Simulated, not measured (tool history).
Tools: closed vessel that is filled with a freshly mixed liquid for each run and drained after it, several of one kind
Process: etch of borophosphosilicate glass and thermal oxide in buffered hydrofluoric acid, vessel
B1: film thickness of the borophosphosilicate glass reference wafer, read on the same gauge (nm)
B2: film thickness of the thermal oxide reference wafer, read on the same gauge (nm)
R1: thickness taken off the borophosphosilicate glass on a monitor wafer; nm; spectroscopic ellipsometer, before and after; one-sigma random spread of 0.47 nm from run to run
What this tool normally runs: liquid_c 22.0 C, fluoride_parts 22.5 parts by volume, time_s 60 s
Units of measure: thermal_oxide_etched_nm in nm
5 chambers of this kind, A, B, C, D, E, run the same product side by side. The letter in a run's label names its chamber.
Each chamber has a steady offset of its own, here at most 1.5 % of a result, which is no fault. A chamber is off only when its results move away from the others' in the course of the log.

run 1B hour=8.6 | liquid_c=22.0 fluoride_parts=22.5 time_s=60 | B1=110.01 B2=50.017 | R1=51.768 thermal_oxide_etched_nm=30.140
run 2E hour=16.9 | liquid_c=22.0 fluoride_parts=22.5 time_s=60 | B1=110.00 B2=49.997 | R1=51.780 thermal_oxide_etched_nm=30.310
run 3A hour=26.4 | liquid_c=22.0 fluoride_parts=22.5 time_s=60 | B1=110.02 B2=49.990 | R1=52.333 thermal_oxide_etched_nm=30.558
run 4C hour=33.1 | liquid_c=22.0 fluoride_parts=22.5 time_s=60 | B1=110.00 B2=49.984 | R1=51.377 thermal_oxide_etched_nm=29.927
run 5D hour=38.4 | liquid_c=18.0 fluoride_parts=22.5 time_s=30 | B1=109.98 B2=49.995 | R1=20.360 thermal_oxide_etched_nm=11.986
run 6B hour=47.3 | liquid_c=18.0 fluoride_parts=22.5 time_s=30 | B1=110.01 B2=49.987 | R1=20.362 thermal_oxide_etched_nm=11.875
run 7D hour=53.0 | liquid_c=18.0 fluoride_parts=22.5 time_s=30 | B1=109.97 B2=49.956 | R1=20.173 thermal_oxide_etched_nm=12.056
run 8A hour=63.6 | liquid_c=18.0 fluoride_parts=22.5 time_s=30 | B1=109.98 B2=50.010 | R1=21.226 thermal_oxide_etched_nm=12.331
run 9C hour=68.8 | liquid_c=18.0 fluoride_parts=22.5 time_s=30 | B1=110.01 B2=50.001 | R1=20.805 thermal_oxide_etched_nm=11.925
run 10E hour=76.3 | liquid_c=22.0 fluoride_parts=22.5 time_s=60 | B1=110.02 B2=50.000 | R1=51.411 thermal_oxide_etched_nm=30.265
run 11E hour=83.6 | liquid_c=22.0 fluoride_parts=22.5 time_s=60 | B1=110.00 B2=50.022 | R1=51.949 thermal_oxide_etched_nm=30.831
run 12B hour=94.4 | liquid_c=22.0 fluoride_parts=22.5 time_s=60 | B1=110.03 B2=49.972 | R1=51.323 thermal_oxide_etched_nm=30.061
run 13A hour=105.3 | liquid_c=22.0 fluoride_parts=22.5 time_s=60 | B1=110.00 B2=49.962 | R1=52.725 thermal_oxide_etched_nm=30.585
run 14C hour=116.1 | liquid_c=22.0 fluoride_parts=22.5 time_s=60 | B1=110.00 B2=50.001 | R1=51.166 thermal_oxide_etched_nm=30.395
run 15D hour=125.9 | liquid_c=22.0 fluoride_parts=22.5 time_s=60 | B1=109.99 B2=50.000 | R1=51.121 thermal_oxide_etched_nm=30.507
run 16D hour=132.9 | liquid_c=22.0 fluoride_parts=22.5 time_s=60 | B1=110.00 B2=49.996 | R1=51.607 thermal_oxide_etched_nm=30.476
run 17E hour=141.1 | liquid_c=22.0 fluoride_parts=22.5 time_s=60 | B1=110.00 B2=49.992 | R1=51.101 thermal_oxide_etched_nm=30.662
run 18C hour=146.7 | liquid_c=22.0 fluoride_parts=27.5 time_s=60 | B1=109.98 B2=50.001 | R1=44.909 thermal_oxide_etched_nm=26.094
run 19A hour=156.6 | liquid_c=22.0 fluoride_parts=27.5 time_s=60 | B1=110.00 B2=49.995 | R1=44.810 thermal_oxide_etched_nm=26.897
run 20B hour=161.7 | liquid_c=22.0 fluoride_parts=27.5 time_s=60 | B1=109.99 B2=49.972 | R1=44.859 thermal_oxide_etched_nm=26.177
run 21D hour=171.1 | liquid_c=22.0 fluoride_parts=27.5 time_s=60 | B1=110.00 B2=49.989 | R1=44.942 thermal_oxide_etched_nm=26.570
run 22E hour=180.0 | liquid_c=22.0 fluoride_parts=27.5 time_s=60 | B1=109.99 B2=50.004 | R1=45.454 thermal_oxide_etched_nm=26.145
run 23A hour=185.9 | liquid_c=22.0 fluoride_parts=22.5 time_s=60 | B1=110.00 B2=50.012 | R1=52.283 thermal_oxide_etched_nm=30.573
run 24B hour=194.8 | liquid_c=24.0 fluoride_parts=22.5 time_s=75 | B1=110.01 B2=49.953 | R1=70.959 thermal_oxide_etched_nm=41.106
-- hour=195.5 chamber C: thermometer replaced
run 25C hour=205.1 | liquid_c=24.0 fluoride_parts=22.5 time_s=75 | B1=109.98 B2=49.980 | R1=71.975 thermal_oxide_etched_nm=42.207
run 26C hour=213.8 | liquid_c=24.0 fluoride_parts=22.5 time_s=75 | B1=110.00 B2=50.031 | R1=73.181 thermal_oxide_etched_nm=41.871
run 27A hour=224.9 | liquid_c=24.0 fluoride_parts=22.5 time_s=75 | B1=109.98 B2=49.936 | R1=73.376 thermal_oxide_etched_nm=42.731
run 28E hour=230.7 | liquid_c=24.0 fluoride_parts=22.5 time_s=75 | B1=110.01 B2=49.988 | R1=72.475 thermal_oxide_etched_nm=41.979
run 29D hour=240.6 | liquid_c=22.0 fluoride_parts=22.5 time_s=60 | B1=110.01 B2=49.983 | R1=51.581 thermal_oxide_etched_nm=30.521
run 30B hour=250.3 | liquid_c=22.0 fluoride_parts=22.5 time_s=60 | B1=109.99 B2=49.984 | R1=49.255 thermal_oxide_etched_nm=29.101
run 31A hour=258.4 | liquid_c=22.0 fluoride_parts=22.5 time_s=60 | B1=109.98 B2=49.980 | R1=51.688 thermal_oxide_etched_nm=30.605
run 32E hour=269.2 | liquid_c=22.0 fluoride_parts=22.5 time_s=60 | B1=109.99 B2=50.018 | R1=52.532 thermal_oxide_etched_nm=30.573
run 33C hour=277.8 | liquid_c=22.0 fluoride_parts=22.5 time_s=60 | B1=109.99 B2=50.000 | R1=52.422 thermal_oxide_etched_nm=29.987
-- hour=285.3 chamber D: thermometer replaced
run 34D hour=286.2 | liquid_c=22.0 fluoride_parts=22.5 time_s=60 | B1=109.99 B2=50.008 | R1=51.472 thermal_oxide_etched_nm=30.349
run 35B hour=294.5 | liquid_c=22.0 fluoride_parts=22.5 time_s=60 | B1=110.01 B2=50.023 | R1=49.382 thermal_oxide_etched_nm=29.254
run 36D hour=305.8 | liquid_c=24.5 fluoride_parts=29.0 time_s=60 | B1=110.01 B2=49.983 | R1=50.634 thermal_oxide_etched_nm=29.019
run 37C hour=315.7 | liquid_c=24.5 fluoride_parts=29.0 time_s=60 | B1=110.01 B2=49.975 | R1=51.396 thermal_oxide_etched_nm=29.435
run 38A hour=323.8 | liquid_c=24.5 fluoride_parts=29.0 time_s=60 | B1=109.99 B2=49.985 | R1=49.560 thermal_oxide_etched_nm=29.273
run 39E hour=333.8 | liquid_c=24.5 fluoride_parts=29.0 time_s=60 | B1=110.00 B2=49.979 | R1=50.241 thermal_oxide_etched_nm=29.497
run 40B hour=339.8 | liquid_c=24.5 fluoride_parts=29.0 time_s=60 | B1=110.03 B2=50.019 | R1=46.568 thermal_oxide_etched_nm=27.383
run 41B hour=344.8 | liquid_c=22.0 fluoride_parts=22.5 time_s=60 | B1=109.99 B2=50.026 | R1=48.729 thermal_oxide_etched_nm=28.485
run 42A hour=353.1 | liquid_c=22.0 fluoride_parts=22.5 time_s=60 | B1=109.99 B2=50.024 | R1=51.995 thermal_oxide_etched_nm=30.679

Each of the 5 chambers runs these same settings next. Fill in every chamber's results:
run 43A hour=361.3 | liquid_c=22.0 fluoride_parts=22.5 time_s=60 | R1=? thermal_oxide_etched_nm=?
run 43B hour=361.3 | liquid_c=22.0 fluoride_parts=22.5 time_s=60 | R1=? thermal_oxide_etched_nm=?
run 43C hour=361.3 | liquid_c=22.0 fluoride_parts=22.5 time_s=60 | R1=? thermal_oxide_etched_nm=?
run 43D hour=361.3 | liquid_c=22.0 fluoride_parts=22.5 time_s=60 | R1=? thermal_oxide_etched_nm=?
run 43E hour=361.3 | liquid_c=22.0 fluoride_parts=22.5 time_s=60 | R1=? thermal_oxide_etched_nm=?

run=43A R1=52.031 thermal_oxide_etched_nm=30.718
run=43B R1=48.155 thermal_oxide_etched_nm=28.133
run=43C R1=51.788 thermal_oxide_etched_nm=30.222
run=43D R1=52.252 thermal_oxide_etched_nm=30.365
run=43E R1=51.883 thermal_oxide_etched_nm=29.768

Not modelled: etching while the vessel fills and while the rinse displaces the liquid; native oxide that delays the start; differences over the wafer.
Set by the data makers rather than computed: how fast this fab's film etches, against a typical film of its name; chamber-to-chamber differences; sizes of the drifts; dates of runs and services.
